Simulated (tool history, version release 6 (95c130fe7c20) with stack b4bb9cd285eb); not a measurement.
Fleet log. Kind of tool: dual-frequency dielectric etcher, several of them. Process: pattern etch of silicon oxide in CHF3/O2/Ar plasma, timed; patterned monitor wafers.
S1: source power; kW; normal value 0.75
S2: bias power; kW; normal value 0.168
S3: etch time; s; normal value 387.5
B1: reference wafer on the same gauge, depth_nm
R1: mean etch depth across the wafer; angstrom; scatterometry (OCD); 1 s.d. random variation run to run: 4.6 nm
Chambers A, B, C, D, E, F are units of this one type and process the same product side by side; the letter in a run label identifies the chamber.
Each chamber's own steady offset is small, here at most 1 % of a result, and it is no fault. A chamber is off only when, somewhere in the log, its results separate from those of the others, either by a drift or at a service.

run,day,S1,S2,S3,B1,R1
1D,0.408,0.75,0.168,387.5,908.48,8239.6
2C,0.85,0.75,0.168,387.5,909.6,8048.1
3E,1.192,0.75,0.168,387.5,910.6,8183.8
4F,1.525,0.75,0.168,387.5,909.72,8275.8
5A,1.725,0.75,0.168,387.5,909.82,8132.9
6B,2.112,0.75,0.168,387.5,909.19,8171.4
7E,2.538,0.75,0.168,387.5,910.37,8162.3
8C,2.933,0.88,0.144,387.5,909.62,8325.7
9A,3.379,0.88,0.144,387.5,910.97,8248.5
10B,3.671,0.88,0.144,387.5,910.27,8221.6
11F,4.062,0.88,0.144,387.5,911.05,8314.9
12D,4.462,0.88,0.144,387.5,909.88,8257.2
13A,4.725,0.88,0.144,387.5,910.38,8238.3
14D,5.138,0.75,0.168,387.5,909.64,8138.6
15C,5.396,0.75,0.168,387.5,910.95,8164.8
16E,5.725,0.75,0.168,387.5,908.74,8149.6
17B,5.925,0.69,0.168,317,909.83,6450.7
18F,6.262,0.69,0.168,317,909.77,6453.9
# day 6.329: chamber E: wet clean of the chamber
# day 6.417: chamber C: wet clean of the chamber
19B,6.65,0.69,0.168,317,910.22,6451.2
20E,7.067,0.69,0.168,317,909.67,6367.3
21D,7.462,0.69,0.168,317,910.52,6429.6
22F,7.8,0.69,0.168,317,910.44,6511.6
23A,8.15,0.75,0.168,387.5,908.52,8122.8
24C,8.488,0.75,0.168,387.5,910.44,8151.3
25C,8.867,0.75,0.168,387.5,909.3,8138.3
26E,9.158,0.75,0.15,387.5,910.25,7875.8
27D,9.421,0.75,0.15,387.5,908.63,7800.4
28F,9.758,0.75,0.15,387.5,910,7938.5
29B,9.992,0.75,0.15,387.5,910.14,7865.1
30A,10.375,0.75,0.15,387.5,910.67,7841.4
31D,10.688,0.75,0.15,387.5,909.16,7756.6
32C,11.058,0.75,0.168,442,910.39,9202
33E,11.254,0.75,0.168,442,909.47,9246.3
34A,11.692,0.75,0.168,442,911.19,9287.9
35F,12.05,0.75,0.168,442,909.87,9370.8
36B,12.325,0.75,0.168,442,910.57,9341.8
37C,12.629,0.75,0.168,442,909.86,9339.8

One chamber off, gauge drift, or nothing amiss beyond the chambers' own small offsets? If it is a chamber, which one, and what is the likeliest cause?

Nothing is wrong: each chamber keeps only its own small, steady offset and the gauge holds still.
